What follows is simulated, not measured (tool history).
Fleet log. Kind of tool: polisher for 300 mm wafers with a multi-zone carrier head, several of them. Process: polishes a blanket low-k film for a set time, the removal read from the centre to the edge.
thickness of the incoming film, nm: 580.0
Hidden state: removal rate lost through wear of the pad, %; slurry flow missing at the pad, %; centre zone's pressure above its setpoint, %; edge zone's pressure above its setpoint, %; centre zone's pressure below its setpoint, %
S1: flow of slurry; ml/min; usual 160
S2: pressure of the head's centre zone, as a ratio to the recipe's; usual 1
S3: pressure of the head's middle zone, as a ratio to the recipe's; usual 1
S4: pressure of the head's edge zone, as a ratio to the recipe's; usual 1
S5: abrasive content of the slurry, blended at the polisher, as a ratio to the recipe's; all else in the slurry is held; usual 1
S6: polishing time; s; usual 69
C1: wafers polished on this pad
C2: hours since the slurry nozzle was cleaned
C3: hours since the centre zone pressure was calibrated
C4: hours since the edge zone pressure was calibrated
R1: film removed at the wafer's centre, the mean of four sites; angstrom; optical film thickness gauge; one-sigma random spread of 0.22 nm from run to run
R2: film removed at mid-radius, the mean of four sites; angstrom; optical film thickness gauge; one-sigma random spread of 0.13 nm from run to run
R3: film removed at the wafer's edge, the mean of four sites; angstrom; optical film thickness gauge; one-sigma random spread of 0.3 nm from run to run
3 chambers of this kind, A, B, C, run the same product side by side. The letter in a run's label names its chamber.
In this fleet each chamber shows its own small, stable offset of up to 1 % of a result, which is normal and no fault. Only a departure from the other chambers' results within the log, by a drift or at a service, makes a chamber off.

run   hour   S1    S2  S3  S4   S5  S6    C1     C2     C3     C4      R1      R2      R3
       4.6  -- chamber A: worn pad replaced by a new one
 1C    5.9  160     1   1   1    1  69   676  504.4   32.6  440.5  200.44  197.25   195.1
 2A   15.7  160     1   1   1    1  69   132    136  688.8  471.1  193.48  196.61  203.11
 3B   26.8  160     1   1   1    1  69   437    340  156.7    117  202.85  197.02  195.63
 4B   35.7  160     1   1   1    1  69   543  348.9  165.6  125.9  201.17  197.48  201.72
 5A   41.3  160  0.94   1   1  1.2  69   434  161.6  714.4  496.7  200.41  212.22  213.75
 6C   52.1  160  0.94   1   1  1.2  69  1222  550.6   78.8  486.7   197.6  212.33  206.15
      54.6  -- chamber A: worn pad replaced by a new one
 7A   63.3  160  0.94   1   1  1.2  69   103  183.6  736.4  518.7  202.48  213.14  214.31
 8C   68.9  130  1.09   1   1    1  69  1421  567.4   95.6  503.5  201.25  186.85  185.92
      72.8  -- chamber C: edge zone pressure recalibrated
 9B   77.2  130  1.09   1   1    1  69  1033  390.4  207.1  167.4  207.46  190.69  194.89
      84.1  -- chamber C: slurry nozzle cleaned
10A     85  130  1.09   1   1    1  69   360  205.3  758.1  540.4  203.55  188.13  194.53
11C   95.9  160     1   1   1    1  69  1740   11.8  122.6   23.1  187.65  191.78  186.29
     100.7  -- chamber B: worn pad replaced by a new one
     103.1  -- chamber A: edge zone pressure recalibrated
12B  106.2  160     1   1   1    1  69    65  419.4  236.1  196.4  199.98  198.32  192.18
     111.4  -- chamber A: centre zone pressure recalibrated
     113.7  -- chamber A: worn pad replaced by a new one
13A  117.4  160     1   1   1    1  69    43  237.7    6.1   14.3  193.22   198.2  196.86
14C  125.1  195     1   1   1    1  69  2085     41  151.8   52.3  195.46  194.54  194.21
15B  133.4  195     1   1   1    1  69   386  446.6  263.3  223.6  207.16  204.17  205.19
16B  142.7  195     1   1   1    1  69   496  455.9  272.6  232.9  206.67  204.97  204.69
17A  152.8  160     1   1   1    1  69   462  273.1   41.5   49.7  196.14  196.56  195.95
18C  162.9  160     1   1   1    1  69  2531   78.8  189.6   90.1   178.6  183.05  180.33
19B  169.3  160     1   1   1    1  69   811  482.5  299.2  259.5  200.12   199.4  196.34
     172.3  -- chamber A: worn pad replaced by a new one
20A  179.4  160     1   1   1    1  69    84  299.7   68.1   76.3  197.43  196.81  195.39
21C  187.9  160     1   1   1    1  69  2827  103.8  214.6  115.1  173.62  179.77  177.64
     190.2  -- chamber B: worn pad replaced by a new one
     193.7  -- chamber A: slurry nozzle cleaned
22A    194  160     1   1   1    1  69   257    0.4   82.7   90.9  196.31  200.04  197.98
23C  205.1  160     1   1   1    1  69  3030    121  231.8  132.3  175.47   177.4  169.54
24B    211  160     1   1   1    1  69   246  524.2  340.9  301.2  197.26  197.54  199.24

The same settings go to every chamber for the next run, one line per chamber below. Forecast the results for each:
25A  219.2  160   1   1   1   1  69                   ?   ?   ?
25B  219.2  160   1   1   1   1  69                   ?   ?   ?
25C  219.2  160   1   1   1   1  69                   ?   ?   ?

run      R1      R2      R3
25A  199.48  197.63  201.67
25B  199.08  194.99  197.82
25C  172.32  174.65   173.4
